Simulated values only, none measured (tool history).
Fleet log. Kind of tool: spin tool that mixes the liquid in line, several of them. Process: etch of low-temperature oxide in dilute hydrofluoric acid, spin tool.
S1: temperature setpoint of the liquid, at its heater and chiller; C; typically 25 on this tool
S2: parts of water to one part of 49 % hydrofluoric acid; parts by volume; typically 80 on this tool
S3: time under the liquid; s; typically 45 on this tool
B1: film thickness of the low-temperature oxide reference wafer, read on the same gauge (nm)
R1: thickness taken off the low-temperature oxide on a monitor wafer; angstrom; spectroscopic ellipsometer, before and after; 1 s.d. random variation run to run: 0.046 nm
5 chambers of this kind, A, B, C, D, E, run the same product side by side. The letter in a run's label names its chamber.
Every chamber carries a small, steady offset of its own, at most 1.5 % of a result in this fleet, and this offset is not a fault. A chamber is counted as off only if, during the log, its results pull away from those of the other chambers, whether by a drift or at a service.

run	hour	S1	S2	S3	B1	R1
1D	6.3	25	80	45	130.00	64.361
2B	12.0	25	80	45	129.96	63.311
3A	18.1	25	80	45	130.01	63.728
4C	23.4	25	80	45	130.01	63.774
5E	29.1	25	80	45	129.98	64.704
6D	40.0	28	80	45	130.08	71.377
7A	45.3	28	80	45	130.02	72.592
8E	50.8	28	80	45	129.98	72.629
9C	59.0	28	80	45	130.00	71.436
10B	68.3	28	80	45	129.98	70.366
11D	73.6	25	80	45	130.00	63.500
12C	80.7	25	80	45	130.02	64.230
13A	87.6	25	80	45	130.02	64.302
14E	98.9	22	80	55	129.99	68.995
15B	105.2	22	80	55	130.01	66.282
# hour 113.2: chamber D: hydrofluoric acid flow meter replaced
16E	115.2	22	80	55	129.96	70.876
17A	120.7	22	80	55	129.98	69.246
18B	130.4	22	80	55	129.98	65.472
19C	138.6	25	80	45	129.94	63.608
20D	147.4	25	80	45	130.01	63.672
21D	155.6	25	80	45	129.98	63.215
22E	162.9	25	80	45	130.00	63.875
23C	169.5	25	55	45	130.04	94.870
24B	178.2	25	55	45	129.97	90.607
25A	187.4	25	55	45	129.95	95.652
26D	197.1	25	55	45	130.03	95.312
27C	203.4	25	55	45	130.00	95.145
28E	213.8	25	40	45	129.99	133.560
29A	225.0	25	40	45	130.01	134.350
30B	232.5	25	40	45	130.05	126.510
31D	238.1	25	40	45	129.99	133.190
32B	246.0	25	40	45	129.98	126.070
33A	255.7	25	80	55	129.99	77.567
34C	266.4	25	80	55	130.01	78.455
35E	273.5	25	80	55	129.99	78.498
36D	284.2	25	80	55	129.98	77.414
37E	293.4	25	80	55	129.99	78.137
38C	302.6	25	90	45	129.94	55.411
39B	310.8	25	90	45	129.99	51.257
40A	317.8	25	90	45	130.03	56.079
41C	326.1	25	90	45	130.02	56.229
42D	337.1	25	90	45	130.05	55.855

Which is it: a chamber that has drifted or been left off by a service, a gauge drift common to all chambers, or only each chamber's usual small offset? If a chamber is off, name it and its likeliest cause.

It is chamber B that slowly wanders off from its peers.
Likeliest cause: liquid colder than its thermometer reads (K) = 2.24.
The log may not separate it from: hydrofluoric acid flow below the setpoint (%).

Here are 4 candidates for chamber B's next run, each the usual settings with a change, their results left as question marks. Which one brings its results back in line with what the others give on the usual settings?
Maximum distance from the other chambers' mean on the usual settings for a result to count as in line: R1 1.600 angstrom
43B-1	345.3	22.5	80	45		?
43B-2	345.3	26.0	80	45		?
43B-3	345.3	24.0	80	45		?
43B-4	345.3	25.0	80	50		?

Mean of the other chambers on the usual settings: R1 63.854 angstrom
run	R1
43B-1	52.120
43B-2	60.266
43B-3	55.494
43B-4	64.281
The right change is 43B-4: it brings the chamber back within the allowed miss of the others.
